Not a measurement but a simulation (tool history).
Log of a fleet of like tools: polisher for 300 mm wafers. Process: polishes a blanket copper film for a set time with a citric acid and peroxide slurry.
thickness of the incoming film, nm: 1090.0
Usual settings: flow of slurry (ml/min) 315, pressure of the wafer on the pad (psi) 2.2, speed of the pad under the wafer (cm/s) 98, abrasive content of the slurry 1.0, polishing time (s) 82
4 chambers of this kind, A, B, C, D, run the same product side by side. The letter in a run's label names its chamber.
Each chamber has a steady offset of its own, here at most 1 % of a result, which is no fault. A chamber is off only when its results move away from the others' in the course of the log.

run,day,flow of slurry (ml/min),pressure of the wafer on the pad (psi),speed of the pad under the wafer (cm/s),abrasive content of the slurry,polishing time (s),film removed (nm)
# day 0.088: chamber A: worn pad replaced by a new one
1B,0.088,315,2.2,98,1.0,82,129.680
2D,0.229,315,2.2,98,1.0,82,131.740
3A,0.400,315,2.2,98,1.0,82,131.870
4C,0.483,315,2.2,98,1.0,82,132.940
5B,0.621,315,2.2,98,1.0,82,130.640
6C,0.792,315,2.2,98,1.0,82,133.560
7D,0.946,315,2.2,98,1.0,82,135.200
8A,1.092,315,2.2,98,1.0,82,131.970
9C,1.250,315,2.2,98,1.0,82,129.810
# day 1.258: chamber A: slurry nozzle cleaned
10D,1.417,315,2.2,80,0.8,82,108.240
11A,1.542,315,2.2,80,0.8,82,104.220
12B,1.679,315,2.2,80,0.8,82,103.880
# day 1.738: chamber D: slurry nozzle cleaned
13D,1.808,315,2.2,80,0.8,82,107.540
14C,1.958,315,2.2,98,1.0,82,134.060
15A,2.112,315,2.2,98,1.0,82,130.410
# day 2.129: chamber C: slurry blender recalibrated
16B,2.262,390,2.2,78,1.0,82,108.220
17B,2.425,390,2.2,78,1.0,82,106.580
18D,2.600,390,2.2,78,1.0,82,116.220
19A,2.688,390,2.2,78,1.0,82,110.540
20C,2.783,315,2.2,98,1.0,82,130.030
21D,2.904,315,2.2,98,1.0,82,143.490
22A,3.012,315,2.2,98,1.0,82,131.330
23C,3.121,380,2.8,98,1.0,82,169.620
24B,3.267,380,2.8,98,1.0,82,169.360
25A,3.358,380,2.8,98,1.0,82,168.110
26D,3.508,380,2.8,98,1.0,82,185.950
27B,3.642,315,2.2,98,1.0,82,128.120
28C,3.783,315,1.8,68,1.0,82,76.671
29B,3.900,315,1.8,68,1.0,82,76.011

Is one chamber off against the others, does the gauge drift, or is nothing wrong? If a chamber is off, say which, and what the likeliest cause is.

Chamber D drifts away from the others.
Cause: head's pressure above its setpoint, % = 12.5.

Here are 4 candidates for chamber D's next run, each the usual settings with a change, their results left as question marks. Which one brings its results back in line with what the others give on the usual settings?
In line means no further than this from the other chambers' mean on the usual settings: film removed (nm) 6.300
30D-1,4.029,315,2.0,92,1.0,76,?
30D-2,4.029,310,2.2,98,1.0,72,?
30D-3,4.029,315,2.3,102,1.0,85,?
30D-4,4.029,320,2.5,98,1.0,91,?

The other chambers' mean on the usual settings: film removed (nm) 131.650
run,film removed (nm)
30D-1,117.450
30D-2,129.770
30D-3,166.660
30D-4,186.540
30D-2 brings the chamber back in line.
